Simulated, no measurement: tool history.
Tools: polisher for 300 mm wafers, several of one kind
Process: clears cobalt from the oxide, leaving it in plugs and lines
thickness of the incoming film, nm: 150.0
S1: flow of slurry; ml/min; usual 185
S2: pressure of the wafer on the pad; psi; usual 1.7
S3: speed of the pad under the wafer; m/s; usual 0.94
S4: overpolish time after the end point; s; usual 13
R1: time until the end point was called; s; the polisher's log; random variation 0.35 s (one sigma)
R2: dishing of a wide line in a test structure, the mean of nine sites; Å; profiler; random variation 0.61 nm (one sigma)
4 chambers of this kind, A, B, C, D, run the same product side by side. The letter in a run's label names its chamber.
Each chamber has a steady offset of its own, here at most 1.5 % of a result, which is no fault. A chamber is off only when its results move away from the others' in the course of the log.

run	hour	S1	S2	S3	S4	R1	R2
1D	4.3	185	1.7	0.94	13	33.248	405.38
# hour 7.3: chamber D: worn pad replaced by a new one
2C	9.8	185	1.7	0.94	13	32.442	382.52
3A	15.9	185	1.7	0.94	13	32.597	393.8
4B	23.9	185	1.7	0.94	13	33.605	390.5
5B	30	185	1.7	0.94	13	33.357	394.11
6D	34.3	185	1.7	0.94	13	32.842	392.9
7A	42.8	185	2	0.94	13	27.796	443.58
8C	50.6	185	2	0.94	13	28.484	432.01
# hour 54.9: chamber A: worn pad replaced by a new one
9A	56	185	2	0.94	13	28.072	427.54
10D	60.5	185	2	0.94	13	28.427	441.84
# hour 63.5: chamber B: worn pad replaced by a new one
11C	68.4	185	1.7	0.94	13	33.204	398.91
12B	77.1	185	1.7	0.94	13	32.982	393.37
13D	84.2	185	1.7	0.94	13	33.908	390.25
# hour 88.3: chamber C: worn pad replaced by a new one
14B	90	130	1.7	0.94	10	34.735	313.34
15C	95.5	130	1.7	0.94	10	34.472	313.02
16A	103.9	130	1.7	0.94	10	34.989	320.26
17D	110.8	130	1.7	0.94	10	36.643	307.51
18C	116.4	185	1.7	0.94	13	33.35	395.35
19B	122.9	185	1.7	0.94	13	32.814	390.89
20A	127.3	185	1.7	0.94	13	33.049	396.83
21A	131.9	185	1.7	0.94	13	32.355	384.04
# hour 135.9: chamber A: worn pad replaced by a new one
22C	136.7	185	1.7	0.94	13	33.201	383.7
23B	143.2	185	1.7	0.94	13	33.07	384.85
24D	148.5	185	1.7	0.94	13	36.206	383.6
25B	152.9	185	1.7	0.94	13	33.017	395.79
26D	162.3	185	1.3	0.94	16	47.055	365.49
# hour 169.8: chamber C: head pressure recalibrated
27C	171.8	185	1.3	0.94	16	43.494	374.18
# hour 176.2: chamber A: slurry nozzle cleaned
28A	180.8	185	1.3	0.94	16	42.508	379.6
29C	189.4	185	1.3	0.94	16	44.216	378.54

Is one chamber off against the others, does the gauge drift, or is nothing wrong? If a chamber is off, say which, and what the likeliest cause is.

Chamber D drifts away from the others.
Cause: head's pressure below its setpoint, % = 11.4.
The log may not tell that from: removal rate lost through wear of the pad, %.

Here are 4 candidates for chamber D's next run, each the usual settings with a change, their results left as question marks. Which one brings its results back in line with what the others give on the usual settings?
In line means no further than this from the other chambers' mean on the usual settings: R1 1.2 s; R2 21 Å
30D-1	196.4	180	1.5	0.86	14	?	?
30D-2	196.4	185	1.6	0.88	13	?	?
30D-3	196.4	190	1.9	1.04	13	?	?
30D-4	196.4	185	1.8	1	13	?	?

The other chambers' mean on the usual settings: R1 32.999 s; R2 392.67 Å
run	R1	R2
30D-1	46.646	338.9
30D-2	42.567	342.85
30D-3	30.164	428.37
30D-4	33.247	403.71
30D-4 brings the chamber back in line.

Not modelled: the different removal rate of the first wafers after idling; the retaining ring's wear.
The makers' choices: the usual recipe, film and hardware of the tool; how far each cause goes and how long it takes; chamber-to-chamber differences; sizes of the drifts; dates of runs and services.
